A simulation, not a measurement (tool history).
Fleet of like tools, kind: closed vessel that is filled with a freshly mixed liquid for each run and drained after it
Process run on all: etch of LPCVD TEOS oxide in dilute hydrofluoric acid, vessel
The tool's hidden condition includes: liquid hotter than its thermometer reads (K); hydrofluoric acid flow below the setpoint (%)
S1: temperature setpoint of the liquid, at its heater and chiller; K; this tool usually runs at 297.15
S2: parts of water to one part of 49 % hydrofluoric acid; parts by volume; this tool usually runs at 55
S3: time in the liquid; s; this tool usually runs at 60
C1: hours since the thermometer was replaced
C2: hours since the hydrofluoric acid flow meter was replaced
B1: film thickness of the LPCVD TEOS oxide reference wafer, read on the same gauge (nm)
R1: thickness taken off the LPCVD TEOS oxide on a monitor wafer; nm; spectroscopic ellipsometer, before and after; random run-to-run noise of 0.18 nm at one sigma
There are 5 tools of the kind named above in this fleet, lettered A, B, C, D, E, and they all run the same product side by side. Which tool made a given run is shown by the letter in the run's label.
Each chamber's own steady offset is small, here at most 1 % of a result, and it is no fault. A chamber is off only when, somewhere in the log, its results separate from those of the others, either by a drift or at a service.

Run 1C, hour 8.9: usual settings; C1 87.1; C2 777.2; B1 110.04. Result: R1 23.9080 nm.
Run 2A, hour 18.8: usual settings; C1 131.9; C2 2120.7; B1 110.00. Result: R1 23.1600 nm.
Run 3E, hour 29.0: usual settings; C1 490.7; C2 845.5; B1 110.03. Result: R1 23.3110 nm.
Run 4B, hour 39.3: usual settings; C1 509.9; C2 372.7; B1 109.98. Result: R1 23.6810 nm.
Run 5D, hour 50.1: usual settings; C1 522.5; C2 372.9; B1 109.99. Result: R1 23.5980 nm.
Run 6E, hour 61.0: usual settings; C1 522.7; C2 877.5; B1 109.96. Result: R1 22.9100 nm.
Run 7A, hour 69.7: usual settings; C1 182.8; C2 2171.6; B1 109.98. Result: R1 23.3970 nm.
Run 8D, hour 74.8: usual settings; C1 547.2; C2 397.6; B1 110.02. Result: R1 24.0120 nm.
Run 9C, hour 83.4: usual settings; C1 161.6; C2 851.7; B1 109.98. Result: R1 23.6290 nm.
Run 10B, hour 89.7: usual settings but S2 70 parts by volume; C1 560.3; C2 423.1; B1 109.96. Result: R1 18.3970 nm.
Run 11B, hour 100.6: usual settings but S2 70 parts by volume; C1 571.2; C2 434.0; B1 110.03. Result: R1 18.1590 nm.
Run 12E, hour 109.5: usual settings but S2 70 parts by volume; C1 571.2; C2 926.0; B1 109.99. Result: R1 17.7970 nm.
Run 13C, hour 117.7: usual settings but S2 70 parts by volume; C1 195.9; C2 886.0; B1 110.01. Result: R1 18.2740 nm.
Run 14D, hour 128.0: usual settings but S2 70 parts by volume; C1 600.4; C2 450.8; B1 109.98. Result: R1 18.2190 nm.
Run 15A, hour 136.6: usual settings; C1 249.7; C2 2238.5; B1 110.00. Result: R1 23.4570 nm.
Run 16B, hour 142.0: usual settings but S3 40 s; C1 612.6; C2 475.4; B1 109.99. Result: R1 15.7230 nm.
Run 17D, hour 149.0: usual settings but S3 40 s; C1 621.4; C2 471.8; B1 109.99. Result: R1 15.6720 nm.
Run 18E, hour 158.5: usual settings but S3 40 s; C1 620.2; C2 975.0; B1 110.02. Result: R1 15.7350 nm.
Run 19C, hour 169.7: usual settings but S3 40 s; C1 247.9; C2 938.0; B1 110.00. Result: R1 15.8760 nm.
Run 20A, hour 179.6: usual settings but S3 40 s; C1 292.7; C2 2281.5; B1 110.04. Result: R1 15.5140 nm.
Run 21D, hour 190.7: usual settings but S1 300.65 K, S2 65 parts by volume; C1 663.1; C2 513.5; B1 109.95. Result: R1 22.6660 nm.
Run 22E, hour 196.0: usual settings but S1 300.65 K, S2 65 parts by volume; C1 657.7; C2 1012.5; B1 110.01. Result: R1 22.5450 nm.
Run 23C, hour 201.4: usual settings but S1 300.65 K, S2 65 parts by volume; C1 279.6; C2 969.7; B1 110.01. Result: R1 22.6760 nm.
Run 24A, hour 210.1: usual settings but S1 300.65 K, S2 65 parts by volume; C1 323.2; C2 2312.0; B1 110.02. Result: R1 22.7440 nm.
Run 25B, hour 220.2: usual settings but S1 300.65 K, S2 65 parts by volume; C1 690.8; C2 553.6; B1 109.99. Result: R1 22.8090 nm.
Run 26D, hour 225.7: usual settings; C1 698.1; C2 548.5; B1 109.98. Result: R1 23.7800 nm.
Run 27A, hour 235.3: usual settings but S2 75 parts by volume, S3 35 s; C1 348.4; C2 2337.2; B1 109.96. Result: R1 9.7340 nm.
Run 28C, hour 244.9: usual settings but S2 75 parts by volume, S3 35 s; C1 323.1; C2 1013.2; B1 109.99. Result: R1 9.9045 nm.
Run 29E, hour 252.2: usual settings but S2 75 parts by volume, S3 35 s; C1 713.9; C2 1068.7; B1 109.99. Result: R1 9.8730 nm.
Run 30B, hour 263.0: usual settings but S2 75 parts by volume, S3 35 s; C1 733.6; C2 596.4; B1 110.01. Result: R1 9.9496 nm.
Run 31E, hour 268.2: usual settings but S2 75 parts by volume, S3 35 s; C1 729.9; C2 1084.7; B1 109.98. Result: R1 9.7346 nm.
Run 32A, hour 277.2: usual settings; C1 390.3; C2 2379.1; B1 110.01. Result: R1 23.2920 nm.
Run 33D, hour 284.4: usual settings; C1 756.8; C2 607.2; B1 109.99. Result: R1 23.6710 nm.
Run 34C, hour 292.2: usual settings; C1 370.4; C2 1060.5; B1 110.03. Result: R1 23.7130 nm.

Read the log: is a single chamber off, either drifting away or since a service, is the gauge that measures every chamber drifting, or is nothing wrong beyond small per-chamber offsets? Name any odd chamber and what most likely caused it.

Beyond each chamber's small constant offset nothing stands out, and the gauge stays steady.

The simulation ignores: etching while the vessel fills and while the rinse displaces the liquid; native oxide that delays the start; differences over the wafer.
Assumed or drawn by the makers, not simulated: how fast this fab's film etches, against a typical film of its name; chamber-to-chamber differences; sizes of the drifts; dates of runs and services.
